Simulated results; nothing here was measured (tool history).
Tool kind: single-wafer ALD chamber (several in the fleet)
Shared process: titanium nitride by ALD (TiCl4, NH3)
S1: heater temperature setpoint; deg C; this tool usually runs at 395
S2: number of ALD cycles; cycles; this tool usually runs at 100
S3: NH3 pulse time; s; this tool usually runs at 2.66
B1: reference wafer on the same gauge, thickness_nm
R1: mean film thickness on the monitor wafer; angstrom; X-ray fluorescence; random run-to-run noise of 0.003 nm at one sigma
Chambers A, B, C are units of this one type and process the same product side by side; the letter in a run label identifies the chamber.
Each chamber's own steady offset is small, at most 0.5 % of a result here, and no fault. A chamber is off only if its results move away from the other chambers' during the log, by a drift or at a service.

run,day,S1,S2,S3,B1,R1
1A,0.208,395,100,2.66,1.8899,22.343
2B,0.458,395,100,2.66,1.8895,22.13
3C,0.625,395,100,2.66,1.8892,22.188
4C,0.946,395,100,2.66,1.8894,22.195
5B,1.125,385,100,2.66,1.8885,21.97
6A,1.288,385,100,2.66,1.8886,22.075
7B,1.479,385,100,2.66,1.8884,21.993
8C,1.638,395,100,2.66,1.8884,22.161
9A,1.858,395,100,2.66,1.8872,22.25
10B,2.158,395,100,2.66,1.8874,22.117
11A,2.408,395,100,2.66,1.8874,22.233
12C,2.638,395,100,2.66,1.8866,22.164
13C,2.842,395,100,2.66,1.8869,22.122
14A,3.129,388,100,2.23,1.8868,21.944
15B,3.454,388,100,2.23,1.8865,21.774
16A,3.788,388,100,2.23,1.8852,21.992
17B,4.129,395,100,2.66,1.8853,22.017
18C,4.471,395,100,2.66,1.884,22.152
19B,4.683,395,100,2.66,1.8841,22.059
20C,4.858,395,100,2.66,1.8842,22.15
21A,5.05,395,100,3.57,1.884,22.422
22B,5.225,395,100,3.57,1.8838,22.229
23A,5.529,395,100,3.57,1.8832,22.357
24C,5.767,395,100,2.66,1.8828,22.163
25B,6.017,395,100,2.66,1.883,22.064
26C,6.346,395,100,2.66,1.8819,22.139
27A,6.658,395,100,2.66,1.8813,22.158
28A,6.904,395,100,2.66,1.8814,22.157
29B,7.121,395,100,2.66,1.881,22.082
30C,7.433,395,100,2.66,1.8809,22.149
31C,7.771,395,100,2.66,1.8808,22.074
32A,8.071,395,100,2.66,1.8797,22.143

Which is it: a chamber that has drifted or been left off by a service, a gauge drift common to all chambers, or only each chamber's usual small offset? If a chamber is off, name it and its likeliest cause.

The gauge drifts, so all chambers seem to drift together. No chamber is off.
Likeliest cause: gauge reads low (%) = 0.554.

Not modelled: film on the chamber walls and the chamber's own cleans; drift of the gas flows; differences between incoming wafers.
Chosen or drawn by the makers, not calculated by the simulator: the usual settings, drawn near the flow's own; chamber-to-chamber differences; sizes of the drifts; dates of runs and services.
